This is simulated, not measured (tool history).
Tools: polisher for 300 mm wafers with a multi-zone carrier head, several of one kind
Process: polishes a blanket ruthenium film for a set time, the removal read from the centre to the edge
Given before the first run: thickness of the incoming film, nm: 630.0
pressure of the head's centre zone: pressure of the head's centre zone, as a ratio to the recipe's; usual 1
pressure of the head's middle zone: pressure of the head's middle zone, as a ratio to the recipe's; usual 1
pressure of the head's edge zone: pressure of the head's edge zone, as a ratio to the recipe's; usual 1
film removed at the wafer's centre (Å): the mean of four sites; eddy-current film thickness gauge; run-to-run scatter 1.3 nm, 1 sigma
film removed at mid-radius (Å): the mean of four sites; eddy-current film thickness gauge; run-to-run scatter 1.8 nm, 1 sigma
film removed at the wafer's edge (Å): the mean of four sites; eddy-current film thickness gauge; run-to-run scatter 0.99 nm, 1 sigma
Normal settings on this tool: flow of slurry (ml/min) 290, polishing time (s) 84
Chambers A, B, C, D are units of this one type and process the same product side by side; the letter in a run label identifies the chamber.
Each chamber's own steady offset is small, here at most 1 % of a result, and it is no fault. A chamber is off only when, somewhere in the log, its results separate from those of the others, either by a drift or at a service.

| run | hour | flow of slurry (ml/min) | pressure of the head's centre zone | pressure of the head's middle zone | pressure of the head's edge zone | polishing time (s) | wafers polished on this pad | hours since the slurry nozzle was cleaned | hours since the centre zone pressure was calibrated | hours since the edge zone pressure was calibrated | film removed at the wafer's centre (Å) | film removed at mid-radius (Å) | film removed at the wafer's edge (Å) |
|---|---|---|---|---|---|---|---|---|---|---|---|---|---|
| 1B | 6.8 | 290 | 1 | 1 | 1 | 84 | 1294 | 388.7 | 712.4 | 261.5 | 1382.6 | 1362.7 | 1369.5 |
|  | 10 | chamber B: worn pad replaced by a new one |
| 2D | 11.7 | 290 | 1 | 1 | 1 | 84 | 700 | 42.3 | 155.6 | 72.2 | 1379.5 | 1385.2 | 1372.6 |
| 3A | 19.4 | 290 | 1 | 1 | 1 | 84 | 376 | 83.4 | 935.5 | 581.3 | 1360.7 | 1402.1 | 1397.6 |
| 4C | 27.4 | 290 | 1 | 1 | 1 | 84 | 669 | 107.3 | 123.7 | 757.2 | 1380.4 | 1389.1 | 1387.2 |
| 5D | 32.9 | 290 | 1 | 1 | 1 | 84 | 887 | 63.5 | 176.8 | 93.4 | 1359.7 | 1339.1 | 1376.2 |
|  | 36.1 | chamber C: worn pad replaced by a new one |
| 6C | 40 | 290 | 1 | 1 | 1 | 84 | 35 | 119.9 | 136.3 | 769.8 | 1373 | 1363.6 | 1367.9 |
| 7B | 46.2 | 290 | 1 | 1 | 1 | 84 | 319 | 428.1 | 751.8 | 300.9 | 1381.2 | 1399 | 1359.5 |
| 8A | 56.2 | 290 | 1 | 1 | 1 | 84 | 701 | 120.2 | 972.3 | 618.1 | 1350.9 | 1407.6 | 1391 |
| 9C | 65.9 | 290 | 1 | 1 | 1 | 84 | 263 | 145.8 | 162.2 | 795.7 | 1389.6 | 1348.8 | 1384.7 |
|  | 68.9 | chamber D: worn pad replaced by a new one |
| 10A | 76.1 | 290 | 1 | 1 | 1.06 | 84 | 876 | 140.1 | 992.2 | 638 | 1368.9 | 1344.7 | 1445.1 |
| 11D | 82.1 | 290 | 1 | 1 | 1.06 | 84 | 116 | 112.7 | 226 | 142.6 | 1375.8 | 1356.3 | 1425.9 |
| 12B | 88.8 | 290 | 1 | 1 | 1.06 | 84 | 694 | 470.7 | 794.4 | 343.5 | 1358.7 | 1375.9 | 1416 |
| 13A | 94.2 | 290 | 1 | 1 | 1.06 | 84 | 1036 | 158.2 | 1010.3 | 656.1 | 1355.8 | 1369.7 | 1415.2 |
|  | 95.9 | chamber A: centre zone pressure recalibrated |
| 14B | 104.4 | 290 | 1 | 1 | 1 | 84 | 832 | 486.3 | 810 | 359.1 | 1355.7 | 1364.7 | 1357.1 |
| 15C | 109.7 | 380 | 1 | 1 | 1 | 84 | 649 | 189.6 | 206 | 839.5 | 1408.4 | 1386.1 | 1415.6 |
|  | 114 | chamber A: edge zone pressure recalibrated |
|  | 117.1 | chamber A: worn pad replaced by a new one |
| 16D | 117.9 | 380 | 1 | 1 | 1 | 84 | 432 | 148.5 | 261.8 | 178.4 | 1410.4 | 1405.8 | 1392.4 |
| 17A | 122.8 | 380 | 1 | 1 | 1 | 84 | 50 | 186.8 | 26.9 | 8.9 | 1315.3 | 1411.1 | 1426.9 |
|  | 127.6 | chamber C: worn pad replaced by a new one |
|  | 129.1 | chamber B: centre zone pressure recalibrated |
| 18C | 133 | 380 | 1 | 1 | 1 | 84 | 48 | 212.9 | 229.3 | 862.8 | 1393.2 | 1409.8 | 1416.2 |
| 19D | 140.7 | 290 | 1 | 1 | 1 | 84 | 633 | 171.3 | 284.6 | 201.2 | 1397.2 | 1377.4 | 1361.4 |
| 20B | 147.4 | 290 | 1 | 1 | 1 | 84 | 1211 | 529.3 | 18.3 | 402.1 | 1381.3 | 1385 | 1352.6 |
| 21A | 156 | 290 | 1 | 1 | 1 | 84 | 343 | 220 | 60.1 | 42.1 | 1301.8 | 1362 | 1391.8 |
|  | 157.4 | chamber D: slurry nozzle cleaned |
|  | 160 | chamber B: worn pad replaced by a new one |
| 22D | 162.4 | 290 | 1 | 1 | 1 | 84 | 824 | 5.1 | 306.3 | 222.9 | 1412.3 | 1372.5 | 1368.5 |
| 23C | 171.2 | 290 | 1 | 1 | 1 | 84 | 385 | 251.1 | 267.5 | 901 | 1354.4 | 1380.9 | 1386.7 |
| 24B | 180.6 | 290 | 1 | 1 | 1 | 84 | 182 | 562.5 | 51.5 | 435.3 | 1368.4 | 1370.5 | 1377.1 |
| 25D | 188.5 | 290 | 1 | 1 | 1 | 84 | 1054 | 31.2 | 332.4 | 249 | 1360.8 | 1387 | 1377.7 |
| 26C | 196 | 290 | 1.06 | 1 | 1 | 59 | 603 | 275.9 | 292.3 | 925.8 | 1038 | 953 | 969.61 |

Does one chamber stand apart from the rest, does the shared gauge drift, or is all well apart from small per-chamber offsets? Give the chamber and the most likely cause, where there is one.

After it was serviced, chamber A no longer matches the other chambers.
Likeliest cause: centre zone's pressure below its setpoint, % = 4.97.

Here are 4 candidates for chamber A's next run, each the usual settings with a change, their results left as question marks. Which one brings its results back in line with what the others give on the usual settings?
In line means no further than this from the other chambers' mean on the usual settings: film removed at the wafer's centre (Å) 46; film removed at mid-radius (Å) 64; film removed at the wafer's edge (Å) 35
| 27A-1 | 203.4 | 285 | 0.95 | 1.01 | 1.02 | 84 |  |  |  |  | ? | ? | ? |
| 27A-2 | 203.4 | 295 | 1.1 | 0.97 | 0.97 | 85 |  |  |  |  | ? | ? | ? |
| 27A-3 | 203.4 | 295 | 1.05 | 0.99 | 0.98 | 84 |  |  |  |  | ? | ? | ? |
| 27A-4 | 203.4 | 285 | 0.9 | 1.03 | 1.03 | 83 |  |  |  |  | ? | ? | ? |

Other chambers, usual settings, mean: film removed at the wafer's centre (Å) 1371.1; film removed at mid-radius (Å) 1369.3; film removed at the wafer's edge (Å) 1376.2
| run | film removed at the wafer's centre (Å) | film removed at mid-radius (Å) | film removed at the wafer's edge (Å) |
|---|---|---|---|
| 27A-1 | 1222.8 | 1401 | 1393.3 |
| 27A-2 | 1459.6 | 1369.1 | 1377.2 |
| 27A-3 | 1370.9 | 1379.3 | 1368 |
| 27A-4 | 1137.8 | 1410.2 | 1383.6 |
The answer is 27A-3, which returns the chamber to within the allowed miss of the others.
